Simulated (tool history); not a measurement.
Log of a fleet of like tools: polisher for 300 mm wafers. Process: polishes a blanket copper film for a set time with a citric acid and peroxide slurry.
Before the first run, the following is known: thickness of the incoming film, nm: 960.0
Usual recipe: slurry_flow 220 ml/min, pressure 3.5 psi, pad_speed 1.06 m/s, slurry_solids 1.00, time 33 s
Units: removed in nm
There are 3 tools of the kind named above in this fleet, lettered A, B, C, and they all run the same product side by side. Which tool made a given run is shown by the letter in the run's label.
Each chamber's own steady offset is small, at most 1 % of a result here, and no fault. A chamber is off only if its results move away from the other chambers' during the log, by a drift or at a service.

run 1A hour=7.3 | slurry_flow=220 pressure=3.5 pad_speed=1.06 slurry_solids=1.00 time=33 | removed=80.359
run 2B hour=14.6 | slurry_flow=220 pressure=3.5 pad_speed=1.06 slurry_solids=1.00 time=33 | removed=79.341
run 3C hour=23.5 | slurry_flow=220 pressure=3.5 pad_speed=1.06 slurry_solids=1.00 time=33 | removed=79.338
run 4A hour=30.4 | slurry_flow=220 pressure=3.5 pad_speed=1.06 slurry_solids=1.00 time=33 | removed=79.798
run 5C hour=35.3 | slurry_flow=220 pressure=3.5 pad_speed=1.06 slurry_solids=1.00 time=33 | removed=79.672
-- hour=39.4 chamber C: slurry nozzle cleaned
run 6B hour=44.2 | slurry_flow=220 pressure=3.5 pad_speed=1.06 slurry_solids=1.00 time=33 | removed=79.343
-- hour=50.9 chamber B: worn pad replaced by a new one
run 7B hour=53.1 | slurry_flow=220 pressure=3.5 pad_speed=1.06 slurry_solids=1.00 time=33 | removed=78.913
run 8A hour=58.7 | slurry_flow=220 pressure=3.5 pad_speed=1.06 slurry_solids=1.00 time=33 | removed=79.029
-- hour=59.6 chamber C: worn pad replaced by a new one
run 9C hour=63.7 | slurry_flow=220 pressure=3.5 pad_speed=1.06 slurry_solids=1.00 time=33 | removed=79.497
run 10B hour=68.7 | slurry_flow=220 pressure=3.5 pad_speed=1.06 slurry_solids=1.00 time=33 | removed=79.003
run 11C hour=75.0 | slurry_flow=220 pressure=3.5 pad_speed=1.06 slurry_solids=1.00 time=33 | removed=78.141
-- hour=77.1 chamber A: worn pad replaced by a new one
run 12A hour=80.3 | slurry_flow=220 pressure=3.5 pad_speed=1.06 slurry_solids=1.00 time=33 | removed=80.782
run 13B hour=88.0 | slurry_flow=220 pressure=3.5 pad_speed=1.06 slurry_solids=1.00 time=33 | removed=78.084
run 14C hour=96.0 | slurry_flow=220 pressure=3.5 pad_speed=1.06 slurry_solids=1.00 time=33 | removed=78.743
run 15A hour=100.1 | slurry_flow=220 pressure=3.5 pad_speed=1.06 slurry_solids=1.00 time=33 | removed=79.760
-- hour=103.7 chamber B: worn pad replaced by a new one
run 16B hour=109.1 | slurry_flow=220 pressure=3.5 pad_speed=0.80 slurry_solids=1.00 time=28 | removed=50.401
run 17C hour=115.7 | slurry_flow=220 pressure=3.5 pad_speed=0.80 slurry_solids=1.00 time=28 | removed=51.235
run 18A hour=121.3 | slurry_flow=220 pressure=3.5 pad_speed=0.80 slurry_solids=1.00 time=28 | removed=51.503
run 19B hour=128.4 | slurry_flow=220 pressure=3.5 pad_speed=1.06 slurry_solids=1.00 time=33 | removed=77.364
run 20C hour=132.4 | slurry_flow=220 pressure=3.5 pad_speed=1.06 slurry_solids=1.00 time=33 | removed=78.876
run 21A hour=136.4 | slurry_flow=220 pressure=3.5 pad_speed=1.06 slurry_solids=1.00 time=33 | removed=80.081
-- hour=137.7 chamber C: worn pad replaced by a new one
run 22B hour=142.6 | slurry_flow=220 pressure=3.5 pad_speed=1.06 slurry_solids=1.00 time=33 | removed=76.874
run 23A hour=151.3 | slurry_flow=220 pressure=3.5 pad_speed=1.06 slurry_solids=1.00 time=33 | removed=79.810
run 24C hour=159.3 | slurry_flow=220 pressure=3.5 pad_speed=1.06 slurry_solids=1.00 time=33 | removed=78.857
-- hour=164.9 chamber A: worn pad replaced by a new one
run 25C hour=166.5 | slurry_flow=220 pressure=3.5 pad_speed=1.06 slurry_solids=1.00 time=33 | removed=78.070
-- hour=173.3 chamber B: worn pad replaced by a new one
run 26A hour=174.9 | slurry_flow=220 pressure=3.5 pad_speed=1.06 slurry_solids=1.00 time=33 | removed=78.784
run 27B hour=181.9 | slurry_flow=220 pressure=3.5 pad_speed=1.06 slurry_solids=1.00 time=33 | removed=76.923
run 28B hour=190.1 | slurry_flow=220 pressure=3.5 pad_speed=1.06 slurry_solids=1.00 time=33 | removed=76.471
-- hour=190.3 chamber A: slurry blender recalibrated
run 29A hour=196.2 | slurry_flow=220 pressure=3.5 pad_speed=1.06 slurry_solids=1.00 time=33 | removed=80.462
run 30C hour=201.2 | slurry_flow=220 pressure=3.5 pad_speed=1.06 slurry_solids=1.00 time=33 | removed=78.724
-- hour=203.6 chamber C: worn pad replaced by a new one
run 31B hour=206.8 | slurry_flow=220 pressure=3.5 pad_speed=1.38 slurry_solids=1.00 time=24 | removed=71.098
run 32C hour=215.7 | slurry_flow=220 pressure=3.5 pad_speed=1.38 slurry_solids=1.00 time=24 | removed=74.326
-- hour=217.2 chamber A: slurry nozzle cleaned
run 33A hour=220.7 | slurry_flow=220 pressure=3.5 pad_speed=1.38 slurry_solids=1.00 time=24 | removed=76.106
-- hour=225.4 chamber C: slurry blender recalibrated
run 34C hour=228.7 | slurry_flow=220 pressure=3.5 pad_speed=1.06 slurry_solids=1.15 time=33 | removed=81.881
run 35B hour=236.3 | slurry_flow=220 pressure=3.5 pad_speed=1.06 slurry_solids=1.15 time=33 | removed=77.225
-- hour=238.4 chamber A: worn pad replaced by a new one
run 36A hour=243.6 | slurry_flow=220 pressure=3.5 pad_speed=1.06 slurry_solids=1.15 time=33 | removed=83.007

Next, every chamber runs the same settings. What will each give?
run 37A hour=250.1 | slurry_flow=220 pressure=3.5 pad_speed=1.06 slurry_solids=1.00 time=29 | removed=?
run 37B hour=250.1 | slurry_flow=220 pressure=3.5 pad_speed=1.06 slurry_solids=1.00 time=29 | removed=?
run 37C hour=250.1 | slurry_flow=220 pressure=3.5 pad_speed=1.06 slurry_solids=1.00 time=29 | removed=?

run=37A removed=70.558
run=37B removed=65.997
run=37C removed=69.688
